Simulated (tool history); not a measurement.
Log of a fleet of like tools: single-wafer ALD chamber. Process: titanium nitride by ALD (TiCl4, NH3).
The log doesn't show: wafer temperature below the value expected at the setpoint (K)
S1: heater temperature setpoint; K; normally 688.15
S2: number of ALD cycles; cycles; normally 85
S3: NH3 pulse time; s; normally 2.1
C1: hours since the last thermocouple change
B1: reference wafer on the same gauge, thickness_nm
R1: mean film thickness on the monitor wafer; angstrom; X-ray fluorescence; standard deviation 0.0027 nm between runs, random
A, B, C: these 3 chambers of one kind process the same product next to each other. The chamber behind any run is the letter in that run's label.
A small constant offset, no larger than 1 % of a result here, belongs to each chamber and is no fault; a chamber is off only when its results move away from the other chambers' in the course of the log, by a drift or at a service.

Run 1A, hour 8.3: usual settings; C1 452.1; B1 1.8797. Result: R1 19.009 angstrom.
Run 2B, hour 21.2: usual settings; C1 640; B1 1.8809. Result: R1 18.983 angstrom.
Run 3C, hour 31.3: usual settings; C1 2204.4; B1 1.8816. Result: R1 18.839 angstrom.
Run 4B, hour 41: usual settings; C1 659.8; B1 1.8816. Result: R1 19.037 angstrom.
Run 5C, hour 54.1: usual settings; C1 2227.2; B1 1.8827. Result: R1 18.845 angstrom.
Run 6A, hour 61.7: usual settings; C1 505.5; B1 1.8835. Result: R1 19.008 angstrom.
Run 7B, hour 72.8: usual settings; C1 691.6; B1 1.8838. Result: R1 19.083 angstrom.
Run 8A, hour 84: usual settings but S2 78 cycles, S3 2.74 s; C1 527.8; B1 1.884. Result: R1 17.594 angstrom.
Run 9C, hour 92.4: usual settings but S2 78 cycles, S3 2.74 s; C1 2265.5; B1 1.8844. Result: R1 17.422 angstrom.
Run 10A, hour 101: usual settings but S2 78 cycles, S3 2.74 s; C1 544.8; B1 1.8844. Result: R1 17.618 angstrom.
Run 11C, hour 113.2: usual settings; C1 2286.3; B1 1.8853. Result: R1 18.846 angstrom.
Run 12B, hour 125.3: usual settings; C1 744.1; B1 1.8859. Result: R1 19.067 angstrom.
Run 13C, hour 131.3: usual settings; C1 2304.4; B1 1.8859. Result: R1 18.851 angstrom.
Run 14A, hour 139.4: usual settings; C1 583.2; B1 1.8865. Result: R1 19.085 angstrom.
Run 15B, hour 149.2: usual settings; C1 768; B1 1.8871. Result: R1 19.04 angstrom.
Run 16A, hour 159.1: usual settings; C1 602.9; B1 1.8866. Result: R1 19.07 angstrom.
Run 17B, hour 168.6: usual settings; C1 787.4; B1 1.8885. Result: R1 19.063 angstrom.
Run 18C, hour 178.4: usual settings; C1 2351.5; B1 1.8885. Result: R1 18.864 angstrom.
At hour 183.3: chamber C: thermocouple changed; heater temperature recalibrated.
Run 19A, hour 184.3: usual settings; C1 628.1; B1 1.8883. Result: R1 19.073 angstrom.
Run 20B, hour 193.2: usual settings; C1 812; B1 1.8893. Result: R1 19.079 angstrom.
Run 21C, hour 201: usual settings but S2 95 cycles; C1 17.8; B1 1.8894. Result: R1 21.089 angstrom.
Run 22A, hour 214.1: usual settings but S2 95 cycles; C1 657.9; B1 1.8907. Result: R1 21.334 angstrom.
Run 23C, hour 221.2: usual settings but S2 95 cycles; C1 38; B1 1.8907. Result: R1 21.069 angstrom.
Run 24B, hour 227.3: usual settings but S1 683.15 K; C1 846.1; B1 1.8911. Result: R1 19.077 angstrom.

Has any chamber moved away from the others, gradually or after a service, or does the common gauge drift, or do the chambers differ only by their own small steady offsets? State the chamber and the most likely cause if one applies.

It is the gauge, not a chamber: its drift shows up in every chamber's results at once, and no chamber is off.
What lies behind it: gauge reads high (%) = 0.587.

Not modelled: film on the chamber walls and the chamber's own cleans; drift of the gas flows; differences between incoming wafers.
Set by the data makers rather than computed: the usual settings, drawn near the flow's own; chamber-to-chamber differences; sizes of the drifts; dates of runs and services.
